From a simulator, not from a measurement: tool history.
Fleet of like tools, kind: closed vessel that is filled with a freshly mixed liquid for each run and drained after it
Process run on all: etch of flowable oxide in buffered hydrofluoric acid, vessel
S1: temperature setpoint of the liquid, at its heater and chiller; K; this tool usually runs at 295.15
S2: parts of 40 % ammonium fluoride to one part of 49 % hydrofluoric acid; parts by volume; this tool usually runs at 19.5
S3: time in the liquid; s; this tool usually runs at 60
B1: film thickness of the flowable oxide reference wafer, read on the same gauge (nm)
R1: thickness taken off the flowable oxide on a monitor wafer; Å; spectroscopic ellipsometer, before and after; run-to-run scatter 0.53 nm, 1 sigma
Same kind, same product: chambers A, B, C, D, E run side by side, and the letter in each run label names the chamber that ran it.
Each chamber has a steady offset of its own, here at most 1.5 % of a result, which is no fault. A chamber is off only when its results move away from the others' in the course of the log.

run   hour      S1    S2  S3      B1      R1
 1A    7.5  295.15  19.5  60  90.006   793.9
 2C     15  295.15  19.5  60  89.986  795.06
 3E   24.3  295.15  19.5  60  90.005  787.56
 4B   30.5  295.15  19.5  60  89.989  796.07
 5D   39.5  295.15  19.5  60  89.977  790.97
 6A   51.3  295.15  19.5  60  90.002  777.93
 7B   58.3  295.15  19.5  60  89.993  796.72
 8C   65.1  295.15  19.5  60  89.998  794.94
 9E     78  295.15  19.5  60  89.992  797.48
10D   89.6  299.15  15.5  60  90.012  1259.4
11A  100.6  299.15  15.5  60  90.004  1238.9
12C  110.6  299.15  15.5  60  89.987  1240.5
13E  123.3  299.15  15.5  60  89.994  1237.7
14B  129.4  299.15  15.5  60  89.996  1250.7
15D  139.3  295.15  19.5  60  90.001  791.68
16A  147.4  295.15  19.5  60  89.982  788.59
17E  155.8  295.15  19.5  60  90.006   793.9
18D  162.9  295.15  19.5  60  89.995  787.33
19C    175  295.15    25  50      90  551.56
20B  183.8  295.15    25  50      90  546.49
21B  193.9  295.15    25  50  89.979  547.82
22D  203.8  295.15    25  50  89.999  551.98
23A  209.9  295.15    25  50  90.006  555.43
24E  217.2  295.15  19.5  60  90.011  792.13
25C  229.2  295.15  19.5  60  90.002  790.35
26C    241  295.15  19.5  60  89.984  792.75
27A  251.4  291.65  19.5  75  90.007  808.63
28E  262.8  291.65  19.5  75  90.012  820.98
29B  268.8  291.65  19.5  75  90.019  805.54
     272.1  -- chamber A: thermometer replaced
30D  278.2  291.65  19.5  75  89.992  807.88
31C    288  291.65  19.5  75  89.999  808.87
32B  298.5  295.15  19.5  60  89.989  798.26
33A  304.3  295.15  19.5  60  90.009  782.16
34E  311.6  295.15  19.5  60  90.019  801.54
35D  319.9  295.15  19.5  60  90.016  783.45
36D  331.7  295.15  19.5  60  90.005  785.77
     336.3  -- chamber A: hydrofluoric acid flow meter replaced
37C  341.1  295.15  19.5  60  90.011  793.54
38E  347.7  295.15  19.5  60      90  803.69
39B  358.3  295.15  19.5  60  89.999  788.83
40A    371  295.15  19.5  60  89.995  793.92
41B  382.4  295.15  19.5  60  89.995   795.9
42E    393  295.15  19.5  60  90.016  805.77

Is one chamber off against the others, does the gauge drift, or is nothing wrong? If a chamber is off, say which, and what the likeliest cause is.

No chamber is off and the gauge is stable; the differences are just each chamber's small, constant offset.
